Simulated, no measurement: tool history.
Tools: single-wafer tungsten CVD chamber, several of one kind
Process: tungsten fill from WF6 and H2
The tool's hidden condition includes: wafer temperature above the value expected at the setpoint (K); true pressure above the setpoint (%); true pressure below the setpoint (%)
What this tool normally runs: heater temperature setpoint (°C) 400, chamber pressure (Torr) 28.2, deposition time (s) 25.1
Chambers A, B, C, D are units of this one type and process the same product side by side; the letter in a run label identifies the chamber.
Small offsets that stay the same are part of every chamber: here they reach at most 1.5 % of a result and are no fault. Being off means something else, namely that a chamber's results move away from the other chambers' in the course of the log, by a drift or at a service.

run,hour,heater temperature setpoint (°C),chamber pressure (Torr),deposition time (s),hours since the last thermocouple change,hours since the last manometer calibration,"read-back reference wafer on the same gauge, thickness_nm",mean film thickness on the monitor wafer (angstrom)
1C,7.1,400,28.2,25.1,1306.1,134.1,59.226,705.42
2A,14.7,400,28.2,25.1,205.3,516.6,59.237,707.28
3B,23.7,400,28.2,25.1,1034.1,1674.0,59.195,715.62
4D,33.0,400,28.2,25.1,887.7,1644.5,59.200,710.56
5C,42.2,400,28.2,25.1,1341.2,169.2,59.164,705.26
6B,51.7,400,28.2,25.1,1062.1,1702.0,59.180,714.41
7A,64.3,400,28.2,25.1,254.9,566.2,59.198,706.88
8D,71.6,400,28.2,25.1,926.3,1683.1,59.181,709.42
# hour 82.3: chamber B: thermocouple changed; heater temperature recalibrated
9A,82.9,400,28.2,25.1,273.5,584.8,59.250,707.53
10B,88.8,400,28.2,25.1,6.6,1739.1,59.209,716.95
# hour 94.7: chamber D: capacitance manometer re-zeroed and calibrated
11D,100.4,400,28.2,25.1,955.1,5.7,59.211,706.69
12C,107.0,400,28.2,25.1,1406.0,234.0,59.189,706.37
13C,116.9,400,28.2,25.1,1415.9,243.9,59.204,707.35
14B,123.2,400,28.2,25.1,41.0,1773.5,59.157,712.26
15A,129.4,400,28.2,25.1,320.0,631.3,59.209,704.90
16D,138.0,400,28.2,25.1,992.7,43.3,59.217,704.59
17D,144.1,400,28.2,25.1,998.8,49.4,59.229,709.56
18A,154.1,400,25.8,22.8,344.7,656.0,59.215,614.04
19B,166.0,400,25.8,22.8,83.8,1816.3,59.226,621.40
# hour 167.9: chamber C: thermocouple changed; heater temperature recalibrated
20C,173.4,400,25.8,22.8,5.6,300.4,59.197,634.05
21C,179.9,400,25.8,22.8,12.1,306.9,59.225,630.68
22B,187.8,400,28.2,25.1,105.6,1838.1,59.211,714.81
23A,196.3,400,28.2,25.1,386.9,698.2,59.215,707.77
24D,202.2,393,28.2,25.1,1056.9,107.5,59.202,619.15
25A,212.6,393,28.2,25.1,403.2,714.5,59.202,620.79
26C,218.6,393,28.2,25.1,50.8,345.6,59.197,638.24
27D,224.8,393,28.2,25.1,1079.5,130.1,59.180,620.86
28B,233.8,400,28.2,25.1,151.6,1884.1,59.176,715.06
29C,239.6,400,28.2,21.2,71.8,366.6,59.188,612.17
30D,248.4,400,28.2,21.2,1103.1,153.7,59.202,597.92
31B,256.7,400,28.2,21.2,174.5,1907.0,59.203,605.35
32A,267.5,400,28.2,21.2,458.1,769.4,59.220,598.51
33A,274.1,400,28.2,25.1,464.7,776.0,59.215,706.25
34B,284.4,400,28.2,25.1,202.2,1934.7,59.211,714.92
35D,291.7,412,28.2,25.1,1146.4,197.0,59.162,871.62
36C,298.3,412,28.2,25.1,130.5,425.3,59.163,889.48
37B,304.9,412,28.2,25.1,222.7,1955.2,59.175,883.74
38D,310.6,412,28.2,25.1,1165.3,215.9,59.190,869.04
39C,322.0,400,28.2,25.1,154.2,449.0,59.234,726.28
40A,331.7,400,28.2,25.1,522.3,833.6,59.212,705.63
41D,339.1,406,28.2,25.1,1193.8,244.4,59.214,785.96
42A,349.8,406,28.2,25.1,540.4,851.7,59.184,786.89
43C,358.3,406,28.2,25.1,190.5,485.3,59.217,803.61
44B,365.2,406,28.2,25.1,283.0,2015.5,59.141,799.29

All chambers now run identical settings, listed one chamber a line with results as question marks. What results will each chamber show?
45A,374.2,400,28.2,25.1,,,,?
45B,374.2,400,28.2,25.1,,,,?
45C,374.2,400,28.2,25.1,,,,?
45D,374.2,400,28.2,25.1,,,,?

run,mean film thickness on the monitor wafer (angstrom)
45A,710.54
45B,717.17
45C,723.18
45D,707.12
